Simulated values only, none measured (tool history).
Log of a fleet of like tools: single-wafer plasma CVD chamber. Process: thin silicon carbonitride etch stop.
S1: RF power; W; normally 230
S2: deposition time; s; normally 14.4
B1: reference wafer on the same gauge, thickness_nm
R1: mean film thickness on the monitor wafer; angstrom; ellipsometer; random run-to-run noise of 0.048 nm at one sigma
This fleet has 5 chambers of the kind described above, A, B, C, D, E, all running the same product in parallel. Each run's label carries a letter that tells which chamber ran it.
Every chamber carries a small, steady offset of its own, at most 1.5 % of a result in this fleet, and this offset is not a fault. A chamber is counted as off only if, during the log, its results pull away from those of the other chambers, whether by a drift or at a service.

Run 1D, hour 3.0: usual settings; B1 10.242. Result: R1 86.458 angstrom.
Run 2B, hour 7.4: usual settings; B1 10.256. Result: R1 84.756 angstrom.
Run 3E, hour 12.6: usual settings; B1 10.233. Result: R1 84.730 angstrom.
Run 4A, hour 19.0: usual settings; B1 10.248. Result: R1 85.530 angstrom.
Run 5C, hour 22.5: usual settings; B1 10.253. Result: R1 85.864 angstrom.
Run 6E, hour 27.9: usual settings; B1 10.236. Result: R1 84.829 angstrom.
Run 7C, hour 34.2: usual settings; B1 10.253. Result: R1 85.629 angstrom.
Run 8D, hour 38.2: usual settings; B1 10.226. Result: R1 84.947 angstrom.
Run 9B, hour 43.9: usual settings; B1 10.237. Result: R1 85.152 angstrom.
Run 10A, hour 49.7: usual settings; B1 10.249. Result: R1 85.616 angstrom.
Run 11B, hour 55.7: usual settings; B1 10.245. Result: R1 84.659 angstrom.
Run 12A, hour 62.2: usual settings; B1 10.243. Result: R1 87.068 angstrom.
Run 13C, hour 67.2: usual settings; B1 10.246. Result: R1 86.118 angstrom.
Run 14D, hour 72.7: usual settings; B1 10.245. Result: R1 84.896 angstrom.
Run 15E, hour 78.8: usual settings; B1 10.245. Result: R1 85.490 angstrom.
Run 16B, hour 85.7: usual settings; B1 10.246. Result: R1 85.121 angstrom.
Run 17E, hour 90.4: usual settings; B1 10.236. Result: R1 83.997 angstrom.
Run 18A, hour 96.8: usual settings; B1 10.240. Result: R1 86.714 angstrom.
Run 19C, hour 102.2: usual settings; B1 10.248. Result: R1 85.720 angstrom.
Run 20D, hour 108.6: usual settings; B1 10.240. Result: R1 86.174 angstrom.
Run 21A, hour 112.1: usual settings; B1 10.245. Result: R1 86.507 angstrom.
Run 22B, hour 117.0: usual settings; B1 10.228. Result: R1 84.707 angstrom.
Run 23E, hour 122.2: usual settings; B1 10.255. Result: R1 84.759 angstrom.
Run 24D, hour 126.6: usual settings; B1 10.247. Result: R1 85.469 angstrom.
Run 25C, hour 132.8: usual settings; B1 10.233. Result: R1 85.688 angstrom.
Run 26D, hour 139.6: usual settings; B1 10.247. Result: R1 86.206 angstrom.
Run 27E, hour 144.6: usual settings; B1 10.245. Result: R1 84.078 angstrom.
Run 28C, hour 149.7: usual settings; B1 10.230. Result: R1 86.108 angstrom.
Run 29B, hour 154.5: usual settings; B1 10.243. Result: R1 84.398 angstrom.
Run 30A, hour 160.9: usual settings; B1 10.229. Result: R1 86.337 angstrom.
Run 31A, hour 164.1: usual settings; B1 10.227. Result: R1 86.729 angstrom.
Run 32B, hour 168.6: usual settings; B1 10.235. Result: R1 84.280 angstrom.
Run 33D, hour 174.1: usual settings; B1 10.233. Result: R1 85.273 angstrom.
Run 34C, hour 178.3: usual settings; B1 10.248. Result: R1 86.078 angstrom.
Run 35E, hour 184.1: usual settings; B1 10.244. Result: R1 85.385 angstrom.
Run 36C, hour 188.3: usual settings; B1 10.242. Result: R1 86.832 angstrom.
Run 37E, hour 193.4: usual settings; B1 10.252. Result: R1 84.442 angstrom.

What goes on in this fleet: one chamber off, a drifting gauge, or nothing beyond the chambers' own small offsets? Name the chamber and the cause, if any.

Beyond each chamber's small constant offset nothing stands out, and the gauge stays steady.
